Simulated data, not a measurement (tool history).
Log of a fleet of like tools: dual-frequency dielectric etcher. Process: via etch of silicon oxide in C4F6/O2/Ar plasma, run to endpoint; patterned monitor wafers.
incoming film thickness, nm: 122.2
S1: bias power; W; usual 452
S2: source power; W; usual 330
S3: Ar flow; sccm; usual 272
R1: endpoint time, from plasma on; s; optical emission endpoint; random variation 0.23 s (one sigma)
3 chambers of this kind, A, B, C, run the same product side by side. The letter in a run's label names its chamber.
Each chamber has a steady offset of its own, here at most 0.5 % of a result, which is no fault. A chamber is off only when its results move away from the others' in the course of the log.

Run 1B, hour 10.4: usual settings. Result: R1 29.709 s.
Run 2A, hour 16.9: usual settings. Result: R1 29.575 s.
Run 3C, hour 26.4: usual settings. Result: R1 29.623 s.
Run 4B, hour 37.4: usual settings. Result: R1 29.772 s.
Run 5A, hour 49.3: usual settings. Result: R1 29.315 s.
Run 6C, hour 62.6: usual settings. Result: R1 29.670 s.
Run 7B, hour 70.1: usual settings. Result: R1 29.625 s.
Run 8C, hour 76.5: usual settings. Result: R1 29.514 s.
Run 9A, hour 84.3: usual settings. Result: R1 30.045 s.
Run 10A, hour 95.7: usual settings but S1 415 W, S2 390 W. Result: R1 29.290 s.
Run 11C, hour 108.6: usual settings but S1 415 W, S2 390 W. Result: R1 28.268 s.
Run 12B, hour 115.9: usual settings but S1 415 W, S2 390 W. Result: R1 29.256 s.
Run 13B, hour 128.0: usual settings. Result: R1 29.663 s.
Run 14C, hour 137.1: usual settings. Result: R1 28.852 s.
At hour 138.3: chamber C: wet clean of the chamber.
Run 15A, hour 145.3: usual settings but S1 397 W, S3 245 sccm. Result: R1 30.905 s.
Run 16A, hour 151.6: usual settings but S1 397 W, S3 245 sccm. Result: R1 31.465 s.
Run 17C, hour 165.1: usual settings but S1 397 W, S3 245 sccm. Result: R1 31.065 s.
Run 18B, hour 174.3: usual settings. Result: R1 29.829 s.
Run 19C, hour 184.3: usual settings. Result: R1 29.399 s.
Run 20A, hour 191.3: usual settings. Result: R1 30.075 s.
Run 21B, hour 202.4: usual settings. Result: R1 29.924 s.
Run 22B, hour 214.3: usual settings. Result: R1 29.920 s.
Run 23C, hour 223.5: usual settings. Result: R1 29.756 s.
Run 24A, hour 234.0: usual settings. Result: R1 30.686 s.
At hour 235.3: chamber A: Ar flow controller replaced.
Run 25A, hour 246.8: usual settings. Result: R1 30.733 s.
Run 26C, hour 255.6: usual settings. Result: R1 29.588 s.
Run 27B, hour 262.5: usual settings. Result: R1 29.459 s.
Run 28A, hour 271.0: usual settings. Result: R1 30.830 s.
Run 29C, hour 281.9: usual settings. Result: R1 30.118 s.

All 3 chambers run these settings next. Forecast each chamber's results:
Run 30A, hour 291.8: usual settings. Result: R1 ?.
Run 30B, hour 291.8: usual settings. Result: R1 ?.
Run 30C, hour 291.8: usual settings. Result: R1 ?.

run      R1
30A  31.448
30B  29.592
30C  29.764
